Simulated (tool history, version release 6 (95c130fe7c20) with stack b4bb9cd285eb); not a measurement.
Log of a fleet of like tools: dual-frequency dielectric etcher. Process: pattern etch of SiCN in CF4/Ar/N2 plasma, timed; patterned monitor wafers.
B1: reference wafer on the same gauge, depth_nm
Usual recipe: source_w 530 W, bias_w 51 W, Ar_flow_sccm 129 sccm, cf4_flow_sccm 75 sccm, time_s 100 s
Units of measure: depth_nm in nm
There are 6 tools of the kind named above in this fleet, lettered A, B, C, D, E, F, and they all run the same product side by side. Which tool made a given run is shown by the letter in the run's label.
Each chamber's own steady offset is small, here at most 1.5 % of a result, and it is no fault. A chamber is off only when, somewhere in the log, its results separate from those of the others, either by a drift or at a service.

Run 1A, hour 3.5: usual settings; B1 80.494. Result: depth_nm 84.891 nm.
Run 2D, hour 9.0: usual settings; B1 80.516. Result: depth_nm 86.464 nm.
At hour 9.1: chamber C: wet clean of the chamber.
Run 3B, hour 14.4: usual settings; B1 80.555. Result: depth_nm 86.640 nm.
Run 4C, hour 18.0: usual settings; B1 80.534. Result: depth_nm 84.929 nm.
Run 5F, hour 24.2: usual settings but bias_w 41 W, Ar_flow_sccm 108 sccm; B1 80.542. Result: depth_nm 83.035 nm.
At hour 28.9: chamber A: bias power generator calibrated.
Run 6E, hour 31.7: usual settings but bias_w 41 W, Ar_flow_sccm 108 sccm; B1 80.575. Result: depth_nm 82.950 nm.
Run 7B, hour 36.0: usual settings but bias_w 41 W, Ar_flow_sccm 108 sccm; B1 80.574. Result: depth_nm 83.428 nm.
At hour 42.4: chamber E: bias power generator calibrated.
Run 8C, hour 43.3: usual settings but bias_w 41 W, Ar_flow_sccm 108 sccm; B1 80.623. Result: depth_nm 82.256 nm.
Run 9A, hour 48.6: usual settings but bias_w 41 W, Ar_flow_sccm 108 sccm; B1 80.616. Result: depth_nm 82.076 nm.
Run 10D, hour 56.3: usual settings but bias_w 41 W, Ar_flow_sccm 108 sccm; B1 80.613. Result: depth_nm 83.492 nm.
Run 11E, hour 60.1: usual settings; B1 80.612. Result: depth_nm 86.358 nm.
Run 12F, hour 63.8: usual settings but cf4_flow_sccm 63 sccm; B1 80.621. Result: depth_nm 83.298 nm.
Run 13D, hour 71.1: usual settings but cf4_flow_sccm 63 sccm; B1 80.687. Result: depth_nm 84.152 nm.
Run 14C, hour 76.4: usual settings but cf4_flow_sccm 63 sccm; B1 80.649. Result: depth_nm 82.605 nm.
Run 15A, hour 81.9: usual settings but cf4_flow_sccm 63 sccm; B1 80.698. Result: depth_nm 82.452 nm.
Run 16F, hour 86.2: usual settings but cf4_flow_sccm 63 sccm; B1 80.686. Result: depth_nm 83.154 nm.
Run 17B, hour 91.1: usual settings but cf4_flow_sccm 63 sccm; B1 80.681. Result: depth_nm 84.158 nm.
At hour 93.6: chamber F: wet clean of the chamber.
Run 18E, hour 98.3: usual settings; B1 80.726. Result: depth_nm 86.343 nm.
Run 19E, hour 105.3: usual settings; B1 80.728. Result: depth_nm 86.443 nm.
Run 20C, hour 110.2: usual settings; B1 80.742. Result: depth_nm 85.071 nm.
Run 21A, hour 115.1: usual settings; B1 80.754. Result: depth_nm 84.987 nm.
Run 22D, hour 119.3: usual settings; B1 80.742. Result: depth_nm 86.628 nm.
Run 23B, hour 122.8: usual settings; B1 80.803. Result: depth_nm 86.824 nm.
Run 24F, hour 127.3: usual settings but bias_w 41 W, Ar_flow_sccm 119 sccm; B1 80.800. Result: depth_nm 81.737 nm.
At hour 130.7: chamber A: wet clean of the chamber.
Run 25C, hour 134.1: usual settings but bias_w 41 W, Ar_flow_sccm 119 sccm; B1 80.791. Result: depth_nm 80.930 nm.
Run 26A, hour 141.8: usual settings but bias_w 41 W, Ar_flow_sccm 119 sccm; B1 80.846. Result: depth_nm 80.610 nm.
Run 27E, hour 146.8: usual settings but bias_w 41 W, Ar_flow_sccm 119 sccm; B1 80.835. Result: depth_nm 81.734 nm.
At hour 149.5: chamber B: wet clean of the chamber.
Run 28B, hour 150.5: usual settings but bias_w 41 W, Ar_flow_sccm 119 sccm; B1 80.839. Result: depth_nm 82.458 nm.
Run 29D, hour 155.4: usual settings but bias_w 41 W, Ar_flow_sccm 119 sccm; B1 80.841. Result: depth_nm 82.555 nm.
Run 30F, hour 159.3: usual settings; B1 80.862. Result: depth_nm 86.058 nm.
Run 31D, hour 165.6: usual settings; B1 80.882. Result: depth_nm 86.928 nm.
Run 32B, hour 170.3: usual settings; B1 80.856. Result: depth_nm 86.743 nm.
Run 33E, hour 177.6: usual settings; B1 80.893. Result: depth_nm 86.283 nm.
Run 34C, hour 182.1: usual settings; B1 80.915. Result: depth_nm 85.283 nm.
Run 35A, hour 189.1: usual settings; B1 80.956. Result: depth_nm 85.019 nm.
Run 36F, hour 195.9: usual settings but time_s 124 s; B1 80.960. Result: depth_nm 107.130 nm.
At hour 200.3: chamber D: wet clean of the chamber.
Run 37B, hour 200.5: usual settings but time_s 124 s; B1 80.988. Result: depth_nm 107.520 nm.
Run 38D, hour 206.1: usual settings but time_s 124 s; B1 80.975. Result: depth_nm 108.090 nm.
Run 39C, hour 211.1: usual settings but time_s 124 s; B1 80.977. Result: depth_nm 106.130 nm.
Run 40E, hour 216.2: usual settings but time_s 124 s; B1 80.999. Result: depth_nm 107.290 nm.

Is one chamber out of step, is the gauge drifting, or do the chambers differ by no more than their own small offsets? For an off chamber, give its letter and the likeliest cause.

It is the gauge, not a chamber: its drift shows up in every chamber's results at once, and no chamber is off.
What lies behind it: gauge reads high (%) = 0.624.

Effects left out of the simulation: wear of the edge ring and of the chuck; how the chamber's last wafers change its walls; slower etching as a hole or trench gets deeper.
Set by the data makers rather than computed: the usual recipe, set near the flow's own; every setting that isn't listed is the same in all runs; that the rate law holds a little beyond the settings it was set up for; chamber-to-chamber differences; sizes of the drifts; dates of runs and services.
